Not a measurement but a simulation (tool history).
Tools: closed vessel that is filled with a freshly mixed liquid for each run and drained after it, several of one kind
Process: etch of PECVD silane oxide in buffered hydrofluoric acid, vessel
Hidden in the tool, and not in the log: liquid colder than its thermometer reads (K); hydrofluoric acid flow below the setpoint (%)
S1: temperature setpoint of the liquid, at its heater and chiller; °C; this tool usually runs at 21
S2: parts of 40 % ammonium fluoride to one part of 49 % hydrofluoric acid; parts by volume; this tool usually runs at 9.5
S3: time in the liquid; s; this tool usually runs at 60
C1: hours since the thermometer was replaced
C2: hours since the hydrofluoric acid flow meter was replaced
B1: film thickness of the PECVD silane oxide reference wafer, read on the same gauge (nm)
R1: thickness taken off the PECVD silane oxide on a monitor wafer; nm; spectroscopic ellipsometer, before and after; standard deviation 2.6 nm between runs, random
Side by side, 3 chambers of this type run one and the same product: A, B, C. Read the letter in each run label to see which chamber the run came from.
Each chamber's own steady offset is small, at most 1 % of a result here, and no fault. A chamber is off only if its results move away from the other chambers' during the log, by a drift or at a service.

| run | hour | S1 | S2 | S3 | C1 | C2 | B1 | R1 |
|---|---|---|---|---|---|---|---|---|
| 1C | 11.4 | 21 | 9.5 | 60 | 282.1 | 66.1 | 139.98 | 265.88 |
| 2A | 26.3 | 21 | 9.5 | 60 | 700.8 | 895.7 | 140.01 | 263.84 |
| 3B | 34.8 | 21 | 9.5 | 60 | 1541.9 | 1178.7 | 140.05 | 267.27 |
| 4C | 45.8 | 21 | 9.5 | 60 | 316.5 | 100.5 | 140.03 | 264.58 |
| 5A | 54.1 | 21 | 9.5 | 60 | 728.6 | 923.5 | 140.01 | 263.24 |
| 6B | 61.1 | 21 | 5.5 | 60 | 1568.2 | 1205.0 | 140.02 | 447.94 |
| 7B | 75.4 | 21 | 5.5 | 60 | 1582.5 | 1219.3 | 140.01 | 441.60 |
| 8A | 85.3 | 21 | 5.5 | 60 | 759.8 | 954.7 | 139.99 | 440.04 |
| 9C | 98.5 | 21 | 9.5 | 60 | 369.2 | 153.2 | 139.98 | 268.29 |
| 10A | 108.1 | 21 | 9.5 | 60 | 782.6 | 977.5 | 140.04 | 266.52 |
| 11C | 122.8 | 21 | 9.5 | 60 | 393.5 | 177.5 | 140.00 | 264.67 |
| 12B | 133.0 | 21 | 9.5 | 60 | 1640.1 | 1276.9 | 139.98 | 266.48 |
| 13C | 145.7 | 21 | 9.5 | 60 | 416.4 | 200.4 | 139.98 | 260.21 |
| 14B | 158.5 | 21 | 9.5 | 60 | 1665.6 | 1302.4 | 139.99 | 261.32 |
| 15A | 167.1 | 21 | 9.5 | 60 | 841.6 | 1036.5 | 139.99 | 269.82 |
| 16C | 177.8 | 21 | 9.5 | 60 | 448.5 | 232.5 | 139.99 | 255.86 |
| 17A | 184.8 | 21 | 9.5 | 60 | 859.3 | 1054.2 | 139.99 | 263.74 |
| 18B | 192.2 | 21 | 9.5 | 60 | 1699.3 | 1336.1 | 139.98 | 265.51 |
| 19C | 205.5 | 21 | 9.5 | 60 | 476.2 | 260.2 | 140.02 | 251.51 |
| 20A | 219.4 | 21 | 11.5 | 60 | 893.9 | 1088.8 | 140.03 | 221.07 |
| 21B | 229.1 | 21 | 11.5 | 60 | 1736.2 | 1373.0 | 140.00 | 223.79 |
| 22C | 242.5 | 21 | 11.5 | 60 | 513.2 | 297.2 | 140.04 | 203.60 |
| 23A | 251.8 | 21 | 9.5 | 60 | 926.3 | 1121.2 | 140.00 | 261.17 |
| 24B | 264.3 | 21 | 9.5 | 60 | 1771.4 | 1408.2 | 140.01 | 266.97 |

One chamber off, gauge drift, or nothing amiss beyond the chambers' own small offsets? If it is a chamber, which one, and what is the likeliest cause?

One chamber, C, drifts off from the rest bit by bit.
Likeliest cause: liquid colder than its thermometer reads (K) = 2.17.
The log may not tell that from: hydrofluoric acid flow below the setpoint (%).

Here are 4 candidates for chamber C's next run, each the usual settings with a change, their results left as question marks. Which one brings its results back in line with what the others give on the usual settings?
Maximum distance from the other chambers' mean on the usual settings for a result to count as in line: R1 9.00 nm
| 25C-1 | 275.1 | 21.0 | 10.0 | 55 |  |  |  | ? |
| 25C-2 | 275.1 | 19.5 | 11.0 | 60 |  |  |  | ? |
| 25C-3 | 275.1 | 21.5 | 9.0 | 70 |  |  |  | ? |
| 25C-4 | 275.1 | 21.0 | 8.5 | 60 |  |  |  | ? |

Mean of the other chambers on the usual settings: R1 264.00 nm
| run | R1 |
|---|---|
| 25C-1 | 210.84 |
| 25C-2 | 192.64 |
| 25C-3 | 294.83 |
| 25C-4 | 261.26 |
25C-4 is the one that brings the chamber's results back in line with the other chambers.

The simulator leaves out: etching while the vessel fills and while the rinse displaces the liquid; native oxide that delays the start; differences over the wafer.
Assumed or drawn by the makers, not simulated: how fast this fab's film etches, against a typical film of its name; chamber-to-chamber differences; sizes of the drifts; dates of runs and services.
